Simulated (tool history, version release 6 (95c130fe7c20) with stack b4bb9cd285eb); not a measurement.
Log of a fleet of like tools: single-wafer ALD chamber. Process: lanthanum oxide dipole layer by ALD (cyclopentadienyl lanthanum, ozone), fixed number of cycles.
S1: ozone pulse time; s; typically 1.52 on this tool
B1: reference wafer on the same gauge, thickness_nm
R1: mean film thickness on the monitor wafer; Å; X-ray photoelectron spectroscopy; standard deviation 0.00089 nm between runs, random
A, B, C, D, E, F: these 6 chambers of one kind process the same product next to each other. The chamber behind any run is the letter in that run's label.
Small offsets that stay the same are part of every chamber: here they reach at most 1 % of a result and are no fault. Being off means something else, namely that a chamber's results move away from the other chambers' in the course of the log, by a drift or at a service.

Run 1B, hour 3.0: usual settings; B1 0.58021. Result: R1 5.5048 Å.
Run 2F, hour 6.9: usual settings; B1 0.58018. Result: R1 5.5120 Å.
Run 3A, hour 11.0: usual settings; B1 0.58047. Result: R1 5.4851 Å.
Run 4D, hour 14.7: usual settings; B1 0.58025. Result: R1 5.5324 Å.
Run 5C, hour 17.4: usual settings; B1 0.58067. Result: R1 5.4956 Å.
Run 6E, hour 20.6: usual settings; B1 0.58072. Result: R1 5.5045 Å.
Run 7E, hour 24.3: usual settings but S1 1.24 s; B1 0.58093. Result: R1 5.2838 Å.
Run 8D, hour 27.2: usual settings but S1 1.24 s; B1 0.58069. Result: R1 5.3350 Å.
Run 9C, hour 29.7: usual settings but S1 1.24 s; B1 0.58092. Result: R1 5.2972 Å.
Run 10A, hour 33.5: usual settings but S1 1.24 s; B1 0.58116. Result: R1 5.3031 Å.
Run 11B, hour 37.4: usual settings but S1 1.24 s; B1 0.58130. Result: R1 5.3224 Å.
Run 12F, hour 39.7: usual settings but S1 1.24 s; B1 0.58106. Result: R1 5.3164 Å.
Run 13F, hour 42.4: usual settings but S1 0.93 s; B1 0.58131. Result: R1 4.9035 Å.
Run 14E, hour 45.2: usual settings but S1 0.93 s; B1 0.58129. Result: R1 4.8701 Å.
Run 15D, hour 47.4: usual settings but S1 0.93 s; B1 0.58151. Result: R1 4.9092 Å.
Run 16B, hour 49.5: usual settings but S1 0.93 s; B1 0.58175. Result: R1 4.9297 Å.
Run 17A, hour 51.8: usual settings but S1 0.93 s; B1 0.58183. Result: R1 4.8744 Å.
Run 18C, hour 53.9: usual settings but S1 0.93 s; B1 0.58172. Result: R1 4.8825 Å.
Run 19A, hour 56.1: usual settings; B1 0.58191. Result: R1 5.4943 Å.
Run 20E, hour 58.7: usual settings; B1 0.58187. Result: R1 5.4984 Å.
Run 21B, hour 62.2: usual settings; B1 0.58207. Result: R1 5.5307 Å.
Run 22D, hour 66.9: usual settings; B1 0.58214. Result: R1 5.5566 Å.
Run 23F, hour 70.5: usual settings; B1 0.58241. Result: R1 5.5015 Å.
Run 24C, hour 73.2: usual settings; B1 0.58244. Result: R1 5.5357 Å.
Run 25B, hour 76.6: usual settings; B1 0.58242. Result: R1 5.5381 Å.
Run 26F, hour 78.9: usual settings; B1 0.58254. Result: R1 5.5277 Å.
Run 27A, hour 83.3: usual settings but S1 1.02 s; B1 0.58284. Result: R1 5.0613 Å.
Run 28C, hour 86.9: usual settings but S1 1.02 s; B1 0.58271. Result: R1 5.0489 Å.
Run 29E, hour 91.3: usual settings but S1 1.02 s; B1 0.58283. Result: R1 5.0263 Å.
Run 30D, hour 95.8: usual settings but S1 1.02 s; B1 0.58291. Result: R1 5.0856 Å.
Run 31D, hour 98.9: usual settings but S1 1.02 s; B1 0.58341. Result: R1 5.0936 Å.
Run 32A, hour 101.9: usual settings but S1 1.02 s; B1 0.58328. Result: R1 5.0630 Å.
Run 33E, hour 105.1: usual settings; B1 0.58346. Result: R1 5.5123 Å.
Run 34C, hour 108.3: usual settings but S1 1.26 s; B1 0.58353. Result: R1 5.3470 Å.
Run 35B, hour 112.0: usual settings but S1 1.26 s; B1 0.58382. Result: R1 5.3711 Å.
Run 36F, hour 114.3: usual settings but S1 1.26 s; B1 0.58373. Result: R1 5.3532 Å.

Which is it: a chamber that has drifted or been left off by a service, a gauge drift common to all chambers, or only each chamber's usual small offset? If a chamber is off, name it and its likeliest cause.

The shared gauge is drifting. All chambers look as if they move in step, but none is off.
What lies behind it: gauge reads high (%) = 0.67.

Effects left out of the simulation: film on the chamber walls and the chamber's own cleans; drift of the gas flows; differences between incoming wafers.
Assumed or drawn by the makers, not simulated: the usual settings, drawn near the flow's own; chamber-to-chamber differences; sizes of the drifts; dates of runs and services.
